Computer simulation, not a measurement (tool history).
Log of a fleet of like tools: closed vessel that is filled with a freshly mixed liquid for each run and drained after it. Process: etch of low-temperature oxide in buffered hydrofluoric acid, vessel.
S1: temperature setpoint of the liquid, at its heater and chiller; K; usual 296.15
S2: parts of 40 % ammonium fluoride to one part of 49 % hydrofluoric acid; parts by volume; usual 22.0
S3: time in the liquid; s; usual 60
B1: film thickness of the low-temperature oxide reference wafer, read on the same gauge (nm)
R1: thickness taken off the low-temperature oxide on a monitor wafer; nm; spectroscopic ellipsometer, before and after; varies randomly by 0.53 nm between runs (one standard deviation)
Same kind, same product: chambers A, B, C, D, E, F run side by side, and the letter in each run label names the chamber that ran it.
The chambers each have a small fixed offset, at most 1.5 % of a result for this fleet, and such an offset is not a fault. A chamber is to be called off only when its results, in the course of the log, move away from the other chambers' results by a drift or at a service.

Run 1D, hour 7.6: usual settings; B1 30.016. Result: R1 79.594 nm.
Run 2E, hour 12.7: usual settings; B1 29.992. Result: R1 80.566 nm.
Run 3B, hour 19.7: usual settings; B1 30.025. Result: R1 80.382 nm.
At hour 25.3: chamber D: thermometer replaced.
Run 4F, hour 28.6: usual settings; B1 30.014. Result: R1 79.407 nm.
Run 5A, hour 37.6: usual settings but S2 28.0 parts by volume; B1 29.987. Result: R1 66.644 nm.
Run 6C, hour 47.3: usual settings but S2 28.0 parts by volume; B1 30.012. Result: R1 67.233 nm.
Run 7A, hour 54.6: usual settings but S2 28.0 parts by volume; B1 29.980. Result: R1 67.475 nm.
Run 8D, hour 63.2: usual settings but S2 28.0 parts by volume; B1 30.023. Result: R1 66.122 nm.
Run 9F, hour 71.2: usual settings but S2 28.0 parts by volume; B1 29.969. Result: R1 67.794 nm.
Run 10B, hour 77.6: usual settings but S2 28.0 parts by volume; B1 30.001. Result: R1 68.542 nm.
Run 11C, hour 86.0: usual settings; B1 29.964. Result: R1 80.037 nm.
Run 12E, hour 95.2: usual settings; B1 30.012. Result: R1 79.356 nm.
Run 13C, hour 102.6: usual settings but S2 25.0 parts by volume, S3 30 s; B1 29.982. Result: R1 36.967 nm.
Run 14B, hour 110.7: usual settings but S2 25.0 parts by volume, S3 30 s; B1 30.007. Result: R1 36.940 nm.
Run 15A, hour 116.5: usual settings but S2 25.0 parts by volume, S3 30 s; B1 30.011. Result: R1 35.971 nm.
Run 16D, hour 121.2: usual settings but S2 25.0 parts by volume, S3 30 s; B1 30.012. Result: R1 36.737 nm.
Run 17E, hour 131.1: usual settings but S2 25.0 parts by volume, S3 30 s; B1 30.014. Result: R1 36.645 nm.
At hour 138.2: chamber C: thermometer replaced.
Run 18F, hour 140.2: usual settings but S2 25.0 parts by volume, S3 30 s; B1 29.997. Result: R1 36.873 nm.
Run 19E, hour 144.9: usual settings; B1 29.985. Result: R1 79.082 nm.
Run 20B, hour 149.7: usual settings; B1 30.008. Result: R1 79.966 nm.
Run 21A, hour 156.5: usual settings but S1 300.65 K, S3 30 s; B1 29.999. Result: R1 50.778 nm.
Run 22F, hour 162.6: usual settings but S1 300.65 K, S3 30 s; B1 29.997. Result: R1 50.759 nm.
Run 23D, hour 169.3: usual settings but S1 300.65 K, S3 30 s; B1 29.984. Result: R1 50.474 nm.
Run 24C, hour 177.7: usual settings but S1 300.65 K, S3 30 s; B1 30.003. Result: R1 50.793 nm.
Run 25F, hour 186.4: usual settings but S1 300.65 K, S3 30 s; B1 30.002. Result: R1 51.472 nm.
Run 26D, hour 192.1: usual settings but S1 300.65 K, S3 30 s; B1 30.009. Result: R1 50.827 nm.
Run 27A, hour 198.8: usual settings; B1 29.987. Result: R1 79.500 nm.
Run 28C, hour 208.7: usual settings; B1 29.986. Result: R1 79.815 nm.
Run 29E, hour 214.3: usual settings; B1 30.003. Result: R1 77.088 nm.
Run 30B, hour 221.9: usual settings; B1 29.989. Result: R1 80.618 nm.
Run 31B, hour 228.8: usual settings but S1 293.15 K, S2 18.5 parts by volume; B1 30.008. Result: R1 78.434 nm.
Run 32D, hour 238.5: usual settings but S1 293.15 K, S2 18.5 parts by volume; B1 29.993. Result: R1 77.813 nm.
Run 33A, hour 245.8: usual settings but S1 293.15 K, S2 18.5 parts by volume; B1 30.016. Result: R1 77.095 nm.
Run 34C, hour 255.7: usual settings but S1 293.15 K, S2 18.5 parts by volume; B1 29.995. Result: R1 78.504 nm.
Run 35E, hour 260.8: usual settings but S1 293.15 K, S2 18.5 parts by volume; B1 29.979. Result: R1 72.458 nm.
Run 36F, hour 269.3: usual settings but S1 293.15 K, S2 18.5 parts by volume; B1 30.000. Result: R1 78.119 nm.
Run 37B, hour 279.0: usual settings; B1 30.011. Result: R1 81.400 nm.
Run 38F, hour 284.3: usual settings; B1 30.003. Result: R1 79.918 nm.
Run 39D, hour 293.5: usual settings; B1 30.004. Result: R1 79.628 nm.
Run 40E, hour 303.0: usual settings; B1 29.990. Result: R1 73.954 nm.
Run 41C, hour 311.0: usual settings; B1 30.021. Result: R1 79.889 nm.
Run 42A, hour 318.3: usual settings; B1 29.967. Result: R1 79.512 nm.
Run 43C, hour 325.7: usual settings; B1 29.991. Result: R1 79.179 nm.
Run 44E, hour 330.2: usual settings but S1 292.65 K; B1 30.001. Result: R1 60.579 nm.

Which is it: a chamber that has drifted or been left off by a service, a gauge drift common to all chambers, or only each chamber's usual small offset? If a chamber is off, name it and its likeliest cause.

One chamber, E, drifts off from the rest bit by bit.
What lies behind it: liquid colder than its thermometer reads (K) = 1.58.
The log may not separate it from: hydrofluoric acid flow below the setpoint (%).

Chamber E could run next with any of the 4 candidate recipes listed below; each alters the usual settings, and their results appear as question marks. Which one brings its results back in line with what the other chambers deliver on the usual settings?
Counts as in line when no further than this from what the other chambers average on the usual settings: R1 1.800 nm
Run 45E-1, hour 337.6: usual settings but S2 23.5 parts by volume. Result: R1 ?.
Run 45E-2, hour 337.6: usual settings but S1 296.65 K, S2 20.5 parts by volume. Result: R1 ?.
Run 45E-3, hour 337.6: usual settings but S3 55 s. Result: R1 ?.
Run 45E-4, hour 337.6: usual settings but S2 20.5 parts by volume. Result: R1 ?.

Average result of the remaining chambers running the usual settings: R1 79.821 nm
  run      R1
45E-1  69.974
45E-2  79.051
45E-3  67.111
45E-4  76.842
45E-2 puts the chamber back in line with the other chambers.
